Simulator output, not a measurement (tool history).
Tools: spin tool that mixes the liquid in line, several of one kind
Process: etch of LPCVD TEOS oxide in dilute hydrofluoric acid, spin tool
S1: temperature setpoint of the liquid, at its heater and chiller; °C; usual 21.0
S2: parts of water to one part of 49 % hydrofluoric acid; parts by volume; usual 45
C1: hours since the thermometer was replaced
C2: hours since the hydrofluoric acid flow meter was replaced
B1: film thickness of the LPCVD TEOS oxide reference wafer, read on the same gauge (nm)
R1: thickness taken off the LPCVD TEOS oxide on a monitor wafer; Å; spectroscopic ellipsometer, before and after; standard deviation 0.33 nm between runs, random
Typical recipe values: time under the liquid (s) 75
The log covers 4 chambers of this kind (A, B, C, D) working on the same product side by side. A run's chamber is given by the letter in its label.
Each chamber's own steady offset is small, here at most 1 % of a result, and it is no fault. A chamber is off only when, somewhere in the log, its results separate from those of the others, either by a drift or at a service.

Run 1B, day 0.321: usual settings; C1 754.8; C2 451.7; B1 109.99. Result: R1 328.23 Å.
Run 2A, day 0.671: usual settings; C1 149.3; C2 643.3; B1 110.01. Result: R1 327.82 Å.
Run 3C, day 0.996: usual settings; C1 942.8; C2 285.0; B1 110.00. Result: R1 328.56 Å.
At day 1.312: chamber C: thermometer replaced.
Run 4D, day 1.333: usual settings; C1 277.2; C2 1056.7; B1 110.02. Result: R1 329.97 Å.
Run 5D, day 1.562: usual settings; C1 282.7; C2 1062.2; B1 110.00. Result: R1 331.04 Å.
Run 6A, day 1.758: usual settings; C1 175.4; C2 669.4; B1 109.97. Result: R1 332.80 Å.
Run 7B, day 2.071: usual settings; C1 796.8; C2 493.7; B1 109.98. Result: R1 330.24 Å.
Run 8C, day 2.379: usual settings; C1 25.6; C2 318.2; B1 110.01. Result: R1 330.13 Å.
Run 9B, day 2.700: usual settings; C1 811.9; C2 508.8; B1 109.98. Result: R1 331.29 Å.
Run 10C, day 3.000: usual settings; C1 40.5; C2 333.1; B1 109.98. Result: R1 327.53 Å.
Run 11A, day 3.329: usual settings; C1 213.1; C2 707.1; B1 110.00. Result: R1 333.53 Å.
Run 12D, day 3.500: usual settings; C1 329.2; C2 1108.7; B1 110.00. Result: R1 331.62 Å.
At day 3.696: chamber A: hydrofluoric acid flow meter replaced.
Run 13B, day 3.758: usual settings but S1 23.5 °C, time under the liquid (s) 35; C1 837.3; C2 534.2; B1 109.99. Result: R1 169.18 Å.
Run 14D, day 3.929: usual settings but S1 23.5 °C, time under the liquid (s) 35; C1 339.5; C2 1119.0; B1 109.99. Result: R1 173.84 Å.
Run 15A, day 4.125: usual settings but S1 23.5 °C, time under the liquid (s) 35; C1 232.2; C2 10.4; B1 110.01. Result: R1 169.87 Å.
Run 16C, day 4.296: usual settings but S1 23.5 °C, time under the liquid (s) 35; C1 71.6; C2 364.2; B1 110.02. Result: R1 171.56 Å.
Run 17D, day 4.504: usual settings but time under the liquid (s) 115; C1 353.3; C2 1132.8; B1 110.01. Result: R1 523.92 Å.
Run 18A, day 4.788: usual settings but time under the liquid (s) 115; C1 248.1; C2 26.3; B1 110.00. Result: R1 509.22 Å.
Run 19B, day 5.046: usual settings but time under the liquid (s) 115; C1 868.2; C2 565.1; B1 109.99. Result: R1 506.46 Å.
Run 20C, day 5.212: usual settings but time under the liquid (s) 115; C1 93.6; C2 386.2; B1 110.01. Result: R1 503.39 Å.
Run 21A, day 5.492: usual settings; C1 265.0; C2 43.2; B1 110.00. Result: R1 334.85 Å.
Run 22B, day 5.829: usual settings; C1 887.0; C2 583.9; B1 110.00. Result: R1 329.80 Å.
Run 23C, day 6.008: usual settings; C1 112.7; C2 405.3; B1 110.00. Result: R1 329.37 Å.
Run 24D, day 6.175: usual settings but S2 60 parts by volume, time under the liquid (s) 45; C1 393.4; C2 1172.9; B1 110.01. Result: R1 154.34 Å.
Run 25C, day 6.371: usual settings but S2 60 parts by volume, time under the liquid (s) 45; C1 121.4; C2 414.0; B1 110.01. Result: R1 142.79 Å.
Run 26B, day 6.579: usual settings but S2 60 parts by volume, time under the liquid (s) 45; C1 905.0; C2 601.9; B1 110.00. Result: R1 143.20 Å.
Run 27D, day 6.796: usual settings but S2 60 parts by volume, time under the liquid (s) 45; C1 408.3; C2 1187.8; B1 109.99. Result: R1 151.16 Å.
Run 28A, day 6.992: usual settings; C1 301.0; C2 79.2; B1 110.02. Result: R1 335.33 Å.
Run 29A, day 7.221: usual settings; C1 306.5; C2 84.7; B1 110.01. Result: R1 329.05 Å.
Run 30B, day 7.567: usual settings but time under the liquid (s) 35; C1 928.7; C2 625.6; B1 110.00. Result: R1 155.38 Å.
Run 31C, day 7.850: usual settings but time under the liquid (s) 35; C1 156.9; C2 449.5; B1 110.00. Result: R1 151.92 Å.
Run 32D, day 8.075: usual settings but time under the liquid (s) 35; C1 439.0; C2 1218.5; B1 110.01. Result: R1 164.84 Å.
Run 33B, day 8.325: usual settings but time under the liquid (s) 35; C1 946.9; C2 643.8; B1 110.03. Result: R1 152.50 Å.
Run 34D, day 8.612: usual settings; C1 451.9; C2 1231.4; B1 110.00. Result: R1 356.16 Å.
Run 35C, day 8.929: usual settings; C1 182.8; C2 475.4; B1 109.97. Result: R1 332.38 Å.
Run 36A, day 9.092: usual settings; C1 351.4; C2 129.6; B1 110.02. Result: R1 333.54 Å.
Run 37C, day 9.329: usual settings; C1 192.4; C2 485.0; B1 110.01. Result: R1 329.95 Å.
Run 38A, day 9.629: usual settings; C1 364.3; C2 142.5; B1 110.00. Result: R1 337.88 Å.
Run 39D, day 9.875: usual settings; C1 482.2; C2 1261.7; B1 110.01. Result: R1 362.32 Å.
Run 40B, day 10.096: usual settings; C1 989.4; C2 686.3; B1 110.00. Result: R1 327.97 Å.
Run 41D, day 10.462: usual settings; C1 496.3; C2 1275.8; B1 110.01. Result: R1 363.85 Å.

Each of the 4 chambers runs these same settings next. Fill in every chamber's results:
Run 42A, day 10.729: usual settings. Result: R1 ?.
Run 42B, day 10.729: usual settings. Result: R1 ?.
Run 42C, day 10.729: usual settings. Result: R1 ?.
Run 42D, day 10.729: usual settings. Result: R1 ?.

run      R1
42A  328.10
42B  331.02
42C  327.55
42D  361.55

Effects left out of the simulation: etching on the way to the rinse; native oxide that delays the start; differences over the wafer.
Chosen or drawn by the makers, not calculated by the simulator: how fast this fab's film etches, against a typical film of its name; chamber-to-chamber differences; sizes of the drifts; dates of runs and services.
